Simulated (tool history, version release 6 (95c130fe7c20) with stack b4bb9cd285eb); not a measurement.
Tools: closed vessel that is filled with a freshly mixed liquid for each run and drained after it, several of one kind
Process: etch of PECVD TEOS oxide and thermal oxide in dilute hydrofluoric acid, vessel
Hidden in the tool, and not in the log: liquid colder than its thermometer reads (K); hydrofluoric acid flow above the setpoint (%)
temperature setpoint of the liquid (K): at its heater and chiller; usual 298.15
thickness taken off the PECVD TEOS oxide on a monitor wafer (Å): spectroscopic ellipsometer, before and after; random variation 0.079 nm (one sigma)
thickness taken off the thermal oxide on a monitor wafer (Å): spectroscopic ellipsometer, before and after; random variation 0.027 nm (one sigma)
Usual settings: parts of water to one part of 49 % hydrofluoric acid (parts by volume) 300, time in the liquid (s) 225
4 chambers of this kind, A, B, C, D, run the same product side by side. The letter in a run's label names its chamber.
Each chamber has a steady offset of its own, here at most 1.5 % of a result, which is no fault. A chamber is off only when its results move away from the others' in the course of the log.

run   hour  temperature setpoint of the liquid (K)  parts of water to one part of 49 % hydrofluoric acid (parts by volume)  time in the liquid (s)  hours since the thermometer was replaced  hours since the hydrofluoric acid flow meter was replaced  read-back film thickness of the PECVD TEOS oxide reference wafer, read on the same gauge (nm)  read-back film thickness of the thermal oxide reference wafer, read on the same gauge (nm)  thickness taken off the PECVD TEOS oxide on a monitor wafer (Å)  thickness taken off the thermal oxide on a monitor wafer (Å)
 1D   12.1                                  298.15                                                                     300                     225                                    1146.4                                                     1164.6                                                                                         60.002                                                                                      149.98                                                           87.830                                                        27.871
 2A   17.7                                  298.15                                                                     300                     225                                    1214.5                                                     1788.0                                                                                         60.004                                                                                      150.01                                                           88.866                                                        28.312
 3B   23.6                                  298.15                                                                     300                     225                                     120.0                                                      382.9                                                                                         60.005                                                                                      149.96                                                           89.210                                                        27.914
 4C   29.9                                  298.15                                                                     300                     225                                     828.4                                                     1134.7                                                                                         59.983                                                                                      150.02                                                           90.444                                                        28.653
 5C   41.0                                  298.15                                                                     300                     225                                     839.5                                                     1145.8                                                                                         60.026                                                                                      150.00                                                           88.283                                                        28.615
 6A   51.0                                  294.15                                                                     375                     225                                    1247.8                                                     1821.3                                                                                         60.015                                                                                      149.99                                                           57.951                                                        18.533
 7D   60.7                                  294.15                                                                     375                     225                                    1195.0                                                     1213.2                                                                                         60.024                                                                                      149.98                                                           58.371                                                        18.019
 8B   72.5                                  294.15                                                                     375                     225                                     168.9                                                      431.8                                                                                         60.026                                                                                      149.97                                                           58.391                                                        18.114
 9C   79.3                                  294.15                                                                     375                     225                                     877.8                                                     1184.1                                                                                         60.017                                                                                      150.01                                                           57.520                                                        18.760
10A   90.4                                  302.15                                                                     400                     225                                    1287.2                                                     1860.7                                                                                         60.003                                                                                      150.01                                                           68.815                                                        21.903
11D  100.0                                  302.15                                                                     400                     225                                    1234.3                                                     1252.5                                                                                         59.992                                                                                      149.98                                                           70.319                                                        22.148
12B  105.7                                  302.15                                                                     400                     225                                     202.1                                                      465.0                                                                                         59.974                                                                                      149.98                                                           68.229                                                        21.746
13B  116.9                                  302.15                                                                     400                     225                                     213.3                                                      476.2                                                                                         59.971                                                                                      150.02                                                           67.801                                                        21.216
14D  126.0                                  295.15                                                                     375                     225                                    1260.3                                                     1278.5                                                                                         59.992                                                                                      149.99                                                           61.430                                                        19.559
15C  132.2                                  295.15                                                                     375                     225                                     930.7                                                     1237.0                                                                                         59.997                                                                                      150.02                                                           60.188                                                        19.539
16A  141.2                                  295.15                                                                     375                     225                                    1338.0                                                     1911.5                                                                                         59.976                                                                                      150.00                                                           59.455                                                        19.249
17D  148.4                                  295.15                                                                     375                     225                                    1282.7                                                     1300.9                                                                                         60.002                                                                                      150.01                                                           60.570                                                        19.565
18C  157.4                                  298.15                                                                     300                     225                                     955.9                                                     1262.2                                                                                         60.019                                                                                      150.03                                                           87.854                                                        28.524
19B  163.7                                  293.65                                                                     300                     225                                     260.1                                                      523.0                                                                                         60.016                                                                                      150.00                                                           76.004                                                        23.775
20A  171.5                                  293.65                                                                     300                     225                                    1368.3                                                     1941.8                                                                                         60.017                                                                                      150.00                                                           76.629                                                        23.925
21C  182.4                                  293.65                                                                     300                     225                                     980.9                                                     1287.2                                                                                         59.997                                                                                      149.99                                                           76.873                                                        24.373
22B  192.4                                  293.65                                                                     300                     225                                     288.8                                                      551.7                                                                                         60.015                                                                                      150.01                                                           76.192                                                        23.812
23A  202.8                                  298.15                                                                     300                     225                                    1399.6                                                     1973.1                                                                                         59.996                                                                                      150.00                                                           90.047                                                        28.475
24D  209.5                                  298.15                                                                     300                     225                                    1343.8                                                     1362.0                                                                                         60.021                                                                                      150.00                                                           91.740                                                        29.491
25B  218.2                                  298.15                                                                     300                     315                                     314.6                                                      577.5                                                                                         59.995                                                                                      150.00                                                          124.850                                                        39.822
     226.1  -- chamber A: hydrofluoric acid flow meter replaced
26C  229.2                                  298.15                                                                     300                     315                                    1027.7                                                     1334.0                                                                                         60.005                                                                                      149.99                                                          126.050                                                        40.321
     231.5  -- chamber C: hydrofluoric acid flow meter replaced
27A  235.1                                  298.15                                                                     300                     315                                    1431.9                                                        9.1                                                                                         59.998                                                                                      149.99                                                          123.410                                                        39.575
28D  240.6                                  298.15                                                                     300                     315                                    1374.9                                                     1393.1                                                                                         59.975                                                                                      149.98                                                          129.710                                                        41.634
29C  252.1                                  298.15                                                                     300                     225                                    1050.6                                                       20.7                                                                                         60.023                                                                                      150.01                                                           91.125                                                        28.283
30B  259.9                                  298.15                                                                     300                     225                                     356.3                                                      619.2                                                                                         59.991                                                                                      150.01                                                           88.840                                                        28.355
31A  269.3                                  298.15                                                                     300                     225                                    1466.1                                                       43.3                                                                                         60.011                                                                                      149.98                                                           89.092                                                        28.700
32D  279.3                                  298.15                                                                     300                     225                                    1413.6                                                     1431.8                                                                                         59.981                                                                                      150.02                                                           94.883                                                        30.099
33C  287.0                                  298.15                                                                     300                     225                                    1085.5                                                       55.6                                                                                         60.002                                                                                      150.00                                                           88.601                                                        28.623
34A  297.4                                  298.15                                                                     300                     225                                    1494.2                                                       71.4                                                                                         59.998                                                                                      150.01                                                           88.311                                                        27.971
35B  303.7                                  298.15                                                                     300                     225                                     400.1                                                      663.0                                                                                         59.978                                                                                      150.00                                                           89.763                                                        28.229
36D  312.4                                  298.15                                                                     300                     225                                    1446.7                                                     1464.9                                                                                         59.983                                                                                      149.99                                                           97.502                                                        30.497
37B  320.7                                  298.15                                                                     300                     225                                     417.1                                                      680.0                                                                                         60.027                                                                                      149.97                                                           89.331                                                        28.389
38C  326.7                                  298.15                                                                     300                     225                                    1125.2                                                       95.3                                                                                         59.991                                                                                      149.99                                                           90.022                                                        28.404
39A  335.5                                  298.15                                                                     300                     225                                    1532.3                                                      109.5                                                                                         60.002                                                                                      150.01                                                           88.928                                                        28.044
40D  343.8                                  298.15                                                                     300                     225                                    1478.1                                                     1496.3                                                                                         59.997                                                                                      150.05                                                           95.852                                                        30.270
41A  350.4                                  294.65                                                                     385                     225                                    1547.2                                                      124.4                                                                                         60.037                                                                                      149.99                                                           57.818                                                        17.972
42D  358.3                                  294.65                                                                     385                     225                                    1492.6                                                     1510.8                                                                                         59.985                                                                                      149.98                                                           61.981                                                        19.855
43C  370.5                                  294.65                                                                     385                     225                                    1169.0                                                      139.1                                                                                         60.007                                                                                      150.00                                                           56.937                                                        18.270

Is one chamber off against the others, does the gauge drift, or is nothing wrong? If a chamber is off, say which, and what the likeliest cause is.

Chamber D drifts away from the others.
Cause: hydrofluoric acid flow above the setpoint (%) = 7.52.
The log may not tell that from: liquid hotter than its thermometer reads (K).

Here are 4 candidates for chamber D's next run, each the usual settings with a change, their results left as question marks. Which one brings its results back in line with what the others give on the usual settings?
In line means no further than this from the other chambers' mean on the usual settings: thickness taken off the PECVD TEOS oxide on a monitor wafer (Å) 2.800; thickness taken off the thermal oxide on a monitor wafer (Å) 0.940
44D-1  379.3                                  298.15                                                                     290                     235                                                                                                                                                                                                                                                                                                                                                                ?                                                             ?
44D-2  379.3                                  298.15                                                                     295                     230                                                                                                                                                                                                                                                                                                                                                                ?                                                             ?
44D-3  379.3                                  298.15                                                                     310                     215                                                                                                                                                                                                                                                                                                                                                                ?                                                             ?
44D-4  379.3                                  298.15                                                                     305                     220                                                                                                                                                                                                                                                                                                                                                                ?                                                             ?

The other chambers' mean on the usual settings: thickness taken off the PECVD TEOS oxide on a monitor wafer (Å) 89.008; thickness taken off the thermal oxide on a monitor wafer (Å) 28.271
  run  thickness taken off the PECVD TEOS oxide on a monitor wafer (Å)  thickness taken off the thermal oxide on a monitor wafer (Å)
44D-1                                                          106.120                                                        33.551
44D-2                                                          101.630                                                        32.130
44D-3                                                           89.151                                                        28.186
44D-4                                                           93.150                                                        29.450
44D-3 brings the chamber back in line.
